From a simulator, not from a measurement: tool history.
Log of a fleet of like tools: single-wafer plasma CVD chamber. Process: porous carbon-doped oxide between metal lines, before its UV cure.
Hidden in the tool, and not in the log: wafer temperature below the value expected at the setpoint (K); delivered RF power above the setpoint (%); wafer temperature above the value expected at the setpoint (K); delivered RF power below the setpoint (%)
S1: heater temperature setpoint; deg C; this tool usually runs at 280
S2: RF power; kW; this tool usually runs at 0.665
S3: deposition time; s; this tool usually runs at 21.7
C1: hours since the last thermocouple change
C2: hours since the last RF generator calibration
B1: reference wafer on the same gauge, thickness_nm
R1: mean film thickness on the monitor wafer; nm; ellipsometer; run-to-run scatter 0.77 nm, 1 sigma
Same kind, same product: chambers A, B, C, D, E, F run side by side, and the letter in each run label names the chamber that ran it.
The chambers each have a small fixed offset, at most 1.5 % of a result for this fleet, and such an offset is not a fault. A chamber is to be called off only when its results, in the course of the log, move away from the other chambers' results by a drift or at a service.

run,hour,S1,S2,S3,C1,C2,B1,R1
1E,9,280,0.665,21.7,413,316.1,152.14,160.14
2F,17.6,280,0.665,21.7,1861.4,1406,152.01,162.29
3D,28.3,280,0.665,21.7,1911.3,1885.5,151.92,159.88
4A,36.5,280,0.665,21.7,1370.9,477.7,151.84,161.5
5C,51.3,280,0.665,21.7,465.6,400.1,151.78,161.63
6B,62.6,280,0.665,21.7,1204.8,767.3,152.09,161.79
7F,77.3,280,0.665,21.7,1921.1,1465.7,152.05,163.97
# hour 83: chamber F: thermocouple changed; heater temperature recalibrated
8D,84,280,0.665,21.7,1967,1941.2,151.99,157.9
9C,94.6,280,0.665,21.7,508.9,443.4,152.15,162.97
10B,105.4,280,0.665,21.7,1247.6,810.1,151.81,161.8
# hour 109.9: chamber D: RF generator calibrated
11E,120.4,280,0.665,21.7,524.4,427.5,151.96,159.16
12A,131.1,280,0.665,21.7,1465.5,572.3,151.85,160.85
13D,139.8,280,0.665,21.7,2022.8,29.9,152.03,161.17
14F,153.4,280,0.665,21.7,70.5,1541.8,151.84,162.73
15C,168.2,280,0.665,21.7,582.5,517,152.07,163.07
16E,182.4,280,0.665,21.7,586.4,489.5,152.03,159.61
17A,193.8,280,0.665,21.7,1528.2,635,151.94,160.42
18B,204.7,280,0.665,21.7,1346.9,909.4,152.09,162.99
19D,215.8,288,0.625,21.7,2098.8,105.9,151.95,145.74
20A,228.6,288,0.625,21.7,1563,669.8,151.92,147.06
21F,237.8,288,0.625,21.7,154.9,1626.2,151.97,148.12
22B,244.5,288,0.625,21.7,1386.7,949.2,151.96,147.41
23C,256.6,288,0.625,21.7,670.9,605.4,152.02,146.87
24E,268.4,288,0.625,21.7,672.4,575.5,151.99,145.94
25D,281,280,0.665,21.7,2164,171.1,152,158.5
26B,288.4,284,0.715,21.7,1430.6,993.1,152,167.01
27E,300,284,0.715,21.7,704,607.1,151.84,163.4
# hour 309.7: chamber D: thermocouple changed; heater temperature recalibrated
28A,310,284,0.715,21.7,1644.4,751.2,152.21,165.69
29C,323.1,284,0.715,21.7,737.4,671.9,151.89,165.66
30F,331,284,0.715,21.7,248.1,1719.4,152.15,166.52
31A,341,284,0.715,21.7,1675.4,782.2,151.98,166.3
32D,352.9,280,0.665,21.7,43.2,243,152.05,158.96
33F,363,280,0.665,21.7,280.1,1751.4,151.77,161.97
34C,372.1,291,0.665,21.7,786.4,720.9,151.96,151.24
# hour 378.1: chamber A: thermocouple changed; heater temperature recalibrated
35E,384.3,291,0.665,21.7,788.3,691.4,152.05,149.17
# hour 396.2: chamber B: thermocouple changed; heater temperature recalibrated
36B,398.8,291,0.665,21.7,2.7,1103.5,152.11,151.31
37A,409.4,291,0.665,21.7,31.4,850.6,152.06,151.75

Next, every chamber runs the same settings. What will each give?
38A,420.2,280,0.665,23.1,,,,?
38B,420.2,280,0.665,23.1,,,,?
38C,420.2,280,0.665,23.1,,,,?
38D,420.2,280,0.665,23.1,,,,?
38E,420.2,280,0.665,23.1,,,,?
38F,420.2,280,0.665,23.1,,,,?

run,R1
38A,169.62
38B,171.98
38C,173.26
38D,169.79
38E,169.14
38F,173.28

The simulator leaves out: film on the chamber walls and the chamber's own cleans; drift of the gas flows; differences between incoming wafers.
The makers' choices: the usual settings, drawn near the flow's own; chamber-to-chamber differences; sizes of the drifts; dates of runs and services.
